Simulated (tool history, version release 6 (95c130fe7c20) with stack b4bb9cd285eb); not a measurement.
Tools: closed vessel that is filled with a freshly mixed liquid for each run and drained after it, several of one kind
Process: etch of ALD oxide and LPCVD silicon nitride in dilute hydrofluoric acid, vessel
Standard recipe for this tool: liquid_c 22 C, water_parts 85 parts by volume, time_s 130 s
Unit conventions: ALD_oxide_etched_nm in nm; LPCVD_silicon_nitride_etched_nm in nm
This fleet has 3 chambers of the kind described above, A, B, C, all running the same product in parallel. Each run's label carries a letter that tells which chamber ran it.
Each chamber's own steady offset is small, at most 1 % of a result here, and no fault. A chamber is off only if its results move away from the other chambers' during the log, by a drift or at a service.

run	hour	liquid_c	water_parts	time_s	hours since the thermometer was replaced	hours since the hydrofluoric acid flow meter was replaced	read-back film thickness of the ALD oxide reference wafer, read on the same gauge (nm)	read-back film thickness of the LPCVD silicon nitride reference wafer, read on the same gauge (nm)	ALD_oxide_etched_nm	LPCVD_silicon_nitride_etched_nm
1A	6.5	22	85	130	482.6	964.8	120.03	100.01	35.12	0.69011
2B	13.1	22	85	130	979.4	230	120	99.989	36.155	0.73868
3C	22.7	22	85	130	913.7	67.1	119.93	99.974	35.94	0.69384
4C	32.5	22	85	130	923.5	76.9	120	100.01	35.751	0.71962
5B	40.7	22	85	130	1007	257.6	120.01	100.02	35.776	0.65715
6A	51.6	22	85	130	527.7	1009.9	119.95	99.995	35.384	0.70203
7B	62.7	22	85	130	1029	279.6	120.03	99.988	35.717	0.69379
8C	68.9	22	85	130	959.9	113.3	120	100	35.621	0.68775
9A	80.6	20	85	130	556.7	1038.9	120.03	99.985	32.555	0.64192
10C	89.3	20	85	130	980.3	133.7	120.02	100	32.408	0.60365
11A	102.1	20	85	130	578.2	1060.4	119.99	99.962	32.63	0.66882
12B	110.9	26.5	110	130	1077.2	327.8	120.02	99.996	32.155	0.72816
13A	122.4	26.5	110	130	598.5	1080.7	120.01	99.96	32.024	0.79073
14B	132.9	26.5	110	130	1099.2	349.8	120.02	100.01	31.715	0.76328
15C	141.7	22	85	130	1032.7	186.1	119.98	100	36.052	0.7262
16A	151.8	19.5	85	130	627.9	1110.1	120	100.02	32.666	0.62193
17C	159	19.5	85	130	1050	203.4	120.03	100.01	32.429	0.59072
18B	167.1	19.5	85	130	1133.4	384	120.01	100.01	31.753	0.59523
19B	177.8	22	55	130	1144.1	394.7	120	99.994	57.235	1.0481
20A	189.8	22	55	130	665.9	1148.1	120.04	99.991	59.78	1.1361
21C	198.9	22	55	130	1089.9	243.3	119.97	99.966	57.165	1.1619
22A	211.8	22	85	130	687.9	1170.1	120.02	99.993	37.164	0.80427
23C	221.6	22	85	130	1112.6	266	119.99	99.995	35.433	0.63501
24B	232.2	22	85	130	1198.5	449.1	120.01	99.981	35.574	0.70437
25B	238.6	22	85	130	1204.9	455.5	120.03	99.979	35.685	0.73469
26A	246.4	22	85	130	722.5	1204.7	120.02	100	37.784	0.82583
27C	253.1	22	85	130	1144.1	297.5	119.98	100.02	35.696	0.71067
28C	265	22	85	130	1156	309.4	120.04	99.99	35.182	0.70083
29A	271.3	22	85	130	747.4	1229.6	120.02	100.03	38.919	0.79955
30B	279.9	22	85	130	1246.2	496.8	119.95	99.995	35.701	0.72876

Is one chamber off against the others, does the gauge drift, or is nothing wrong? If a chamber is off, say which, and what the likeliest cause is.

Little by little, chamber A moves away from the other chambers.
What lies behind it: liquid hotter than its thermometer reads (K) = 2.19.

Below are 4 candidate recipes for chamber A's next run, each the usual settings with a change, their results shown as question marks. Which of them brings A's results back in line with what the other chambers give on the usual settings?
Counts as in line when no further than this from what the other chambers average on the usual settings: ALD_oxide_etched_nm 1.2 nm; LPCVD_silicon_nitride_etched_nm 0.095 nm
31A-1	289.5	19.5	80	125					?	?
31A-2	289.5	27	95	140					?	?
31A-3	289.5	24.5	90	135					?	?
31A-4	289.5	17	75	120					?	?

The other chambers' mean on the usual settings: ALD_oxide_etched_nm 35.654 nm; LPCVD_silicon_nitride_etched_nm 0.71093 nm
run	ALD_oxide_etched_nm	LPCVD_silicon_nitride_etched_nm
31A-1	35.762	0.71271
31A-2	44.703	1.1096
31A-3	41.548	0.95971
31A-4	33.154	0.61271
Change 31A-1 lands the chamber within the allowed miss of the other chambers.
